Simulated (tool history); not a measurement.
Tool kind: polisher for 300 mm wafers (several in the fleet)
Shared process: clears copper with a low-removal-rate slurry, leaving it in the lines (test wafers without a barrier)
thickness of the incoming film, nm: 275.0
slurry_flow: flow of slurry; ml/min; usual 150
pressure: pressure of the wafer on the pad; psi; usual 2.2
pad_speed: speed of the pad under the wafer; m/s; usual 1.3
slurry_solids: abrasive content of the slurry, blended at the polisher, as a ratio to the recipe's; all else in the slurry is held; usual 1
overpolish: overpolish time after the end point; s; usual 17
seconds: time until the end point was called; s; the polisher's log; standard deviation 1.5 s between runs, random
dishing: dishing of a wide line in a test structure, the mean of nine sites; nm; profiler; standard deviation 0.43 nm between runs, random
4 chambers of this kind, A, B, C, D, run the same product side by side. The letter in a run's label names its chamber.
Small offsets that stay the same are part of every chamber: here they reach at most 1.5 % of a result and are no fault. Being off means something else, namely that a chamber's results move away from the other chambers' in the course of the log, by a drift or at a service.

-- hour=1.2 chamber B: worn pad replaced by a new one
run 1A hour=6.7 | slurry_flow=150 pressure=2.2 pad_speed=1.3 slurry_solids=1 overpolish=17 | seconds=85.097 dishing=36.372
run 2D hour=13.5 | slurry_flow=150 pressure=2.2 pad_speed=1.3 slurry_solids=1 overpolish=17 | seconds=86.292 dishing=36.116
-- hour=13.7 chamber D: worn pad replaced by a new one
run 3C hour=22.8 | slurry_flow=150 pressure=2.2 pad_speed=1.3 slurry_solids=1 overpolish=17 | seconds=85.228 dishing=35.732
run 4B hour=27.5 | slurry_flow=150 pressure=2.2 pad_speed=1.3 slurry_solids=1 overpolish=17 | seconds=81.807 dishing=36.048
run 5D hour=38.4 | slurry_flow=150 pressure=2.2 pad_speed=1.3 slurry_solids=1 overpolish=26 | seconds=83.81 dishing=50.437
run 6B hour=43.6 | slurry_flow=150 pressure=2.2 pad_speed=1.3 slurry_solids=1 overpolish=26 | seconds=84.556 dishing=50.708
-- hour=45 chamber A: slurry blender recalibrated
-- hour=49.7 chamber C: worn pad replaced by a new one
run 7A hour=54 | slurry_flow=150 pressure=2.2 pad_speed=1.3 slurry_solids=1 overpolish=26 | seconds=85.976 dishing=51.619
run 8C hour=60.6 | slurry_flow=150 pressure=2.2 pad_speed=1.3 slurry_solids=1 overpolish=26 | seconds=83.951 dishing=50.951
run 9B hour=69.5 | slurry_flow=150 pressure=2.2 pad_speed=1.3 slurry_solids=1 overpolish=17 | seconds=84.971 dishing=36.019
-- hour=71.3 chamber A: worn pad replaced by a new one
run 10A hour=75.2 | slurry_flow=150 pressure=2.2 pad_speed=1.3 slurry_solids=1 overpolish=17 | seconds=86.369 dishing=36.973
-- hour=84.6 chamber A: head pressure recalibrated
run 11C hour=84.9 | slurry_flow=150 pressure=2.2 pad_speed=1.3 slurry_solids=1 overpolish=17 | seconds=86.255 dishing=36.344
run 12D hour=90.8 | slurry_flow=150 pressure=2.2 pad_speed=1.16 slurry_solids=1 overpolish=17 | seconds=95.348 dishing=32.98
run 13D hour=98.3 | slurry_flow=150 pressure=2.2 pad_speed=1.16 slurry_solids=1 overpolish=17 | seconds=93.717 dishing=32.795
run 14A hour=109.2 | slurry_flow=150 pressure=2.2 pad_speed=1.16 slurry_solids=1 overpolish=17 | seconds=92.483 dishing=33.23
run 15C hour=117.5 | slurry_flow=150 pressure=2.2 pad_speed=1.16 slurry_solids=1 overpolish=17 | seconds=94.137 dishing=33.384
-- hour=118.5 chamber C: worn pad replaced by a new one
run 16B hour=124.8 | slurry_flow=150 pressure=2.2 pad_speed=1.3 slurry_solids=1 overpolish=17 | seconds=83.126 dishing=35.771
run 17D hour=130.9 | slurry_flow=150 pressure=2.2 pad_speed=1.3 slurry_solids=1 overpolish=17 | seconds=86.469 dishing=37.112
run 18C hour=140.7 | slurry_flow=150 pressure=2.2 pad_speed=1.3 slurry_solids=1 overpolish=17 | seconds=85.88 dishing=37
run 19B hour=149.7 | slurry_flow=150 pressure=2.2 pad_speed=1.3 slurry_solids=1 overpolish=17 | seconds=84.703 dishing=36.139
-- hour=158.9 chamber C: slurry blender recalibrated
run 20A hour=160.6 | slurry_flow=150 pressure=2.2 pad_speed=1.3 slurry_solids=1 overpolish=17 | seconds=84.906 dishing=36.22
-- hour=163.6 chamber D: worn pad replaced by a new one
-- hour=166.9 chamber D: slurry blender recalibrated
run 21C hour=168.6 | slurry_flow=150 pressure=2.2 pad_speed=1.3 slurry_solids=1 overpolish=17 | seconds=85.327 dishing=37.052
-- hour=169.3 chamber A: worn pad replaced by a new one
-- hour=175.1 chamber A: slurry blender recalibrated
run 22D hour=175.3 | slurry_flow=180 pressure=2.5 pad_speed=1.3 slurry_solids=1 overpolish=17 | seconds=73.526 dishing=42.205
run 23B hour=183.6 | slurry_flow=180 pressure=2.5 pad_speed=1.3 slurry_solids=1 overpolish=17 | seconds=73.139 dishing=41.167
run 24A hour=190 | slurry_flow=180 pressure=2.5 pad_speed=1.3 slurry_solids=1 overpolish=17 | seconds=72.938 dishing=42.62
run 25D hour=196.3 | slurry_flow=180 pressure=2.5 pad_speed=1.3 slurry_solids=1 overpolish=17 | seconds=71.134 dishing=42.182
-- hour=202.2 chamber C: worn pad replaced by a new one
run 26A hour=205.5 | slurry_flow=150 pressure=2.2 pad_speed=1.3 slurry_solids=1 overpolish=17 | seconds=85.937 dishing=36.871
-- hour=206.3 chamber B: worn pad replaced by a new one
run 27B hour=216.1 | slurry_flow=150 pressure=2.2 pad_speed=1.3 slurry_solids=1 overpolish=17 | seconds=86.349 dishing=35.899
-- hour=219.5 chamber D: slurry nozzle cleaned
run 28C hour=226.1 | slurry_flow=150 pressure=2.2 pad_speed=1.3 slurry_solids=1 overpolish=17 | seconds=86.347 dishing=37.317
-- hour=232.4 chamber B: slurry nozzle cleaned
run 29D hour=235.3 | slurry_flow=150 pressure=2.2 pad_speed=1.3 slurry_solids=1 overpolish=17 | seconds=83.261 dishing=36.964
run 30B hour=245.5 | slurry_flow=180 pressure=1.9 pad_speed=1.3 slurry_solids=1 overpolish=17 | seconds=95.688 dishing=32.461
-- hour=250.1 chamber B: slurry blender recalibrated
run 31A hour=252.8 | slurry_flow=180 pressure=1.9 pad_speed=1.3 slurry_solids=1 overpolish=17 | seconds=96.117 dishing=32.681
run 32C hour=257.6 | slurry_flow=180 pressure=1.9 pad_speed=1.3 slurry_solids=1 overpolish=17 | seconds=95.135 dishing=32.561
-- hour=259.9 chamber A: worn pad replaced by a new one
run 33D hour=262.8 | slurry_flow=180 pressure=1.9 pad_speed=1.3 slurry_solids=1 overpolish=17 | seconds=94.871 dishing=32.781
run 34C hour=273.5 | slurry_flow=150 pressure=2.2 pad_speed=1.3 slurry_solids=1 overpolish=17 | seconds=84.844 dishing=36.494
-- hour=275.3 chamber C: worn pad replaced by a new one
run 35A hour=278.6 | slurry_flow=150 pressure=2.2 pad_speed=1.3 slurry_solids=1 overpolish=17 | seconds=86.061 dishing=36.16
run 36B hour=283.6 | slurry_flow=150 pressure=2.2 pad_speed=1.3 slurry_solids=1 overpolish=17 | seconds=84.587 dishing=36.766
run 37C hour=290.1 | slurry_flow=150 pressure=2.2 pad_speed=1.3 slurry_solids=1 overpolish=17 | seconds=83.915 dishing=35.83

Next, every chamber runs the same settings. What will each give?
run 38A hour=297.9 | slurry_flow=150 pressure=2.2 pad_speed=0.86 slurry_solids=1 overpolish=17 | seconds=? dishing=?
run 38B hour=297.9 | slurry_flow=150 pressure=2.2 pad_speed=0.86 slurry_solids=1 overpolish=17 | seconds=? dishing=?
run 38C hour=297.9 | slurry_flow=150 pressure=2.2 pad_speed=0.86 slurry_solids=1 overpolish=17 | seconds=? dishing=?
run 38D hour=297.9 | slurry_flow=150 pressure=2.2 pad_speed=0.86 slurry_solids=1 overpolish=17 | seconds=? dishing=?

run=38A seconds=128.16 dishing=25.98
run=38B seconds=129.2 dishing=25.661
run=38C seconds=128.78 dishing=25.792
run=38D seconds=129.65 dishing=25.351

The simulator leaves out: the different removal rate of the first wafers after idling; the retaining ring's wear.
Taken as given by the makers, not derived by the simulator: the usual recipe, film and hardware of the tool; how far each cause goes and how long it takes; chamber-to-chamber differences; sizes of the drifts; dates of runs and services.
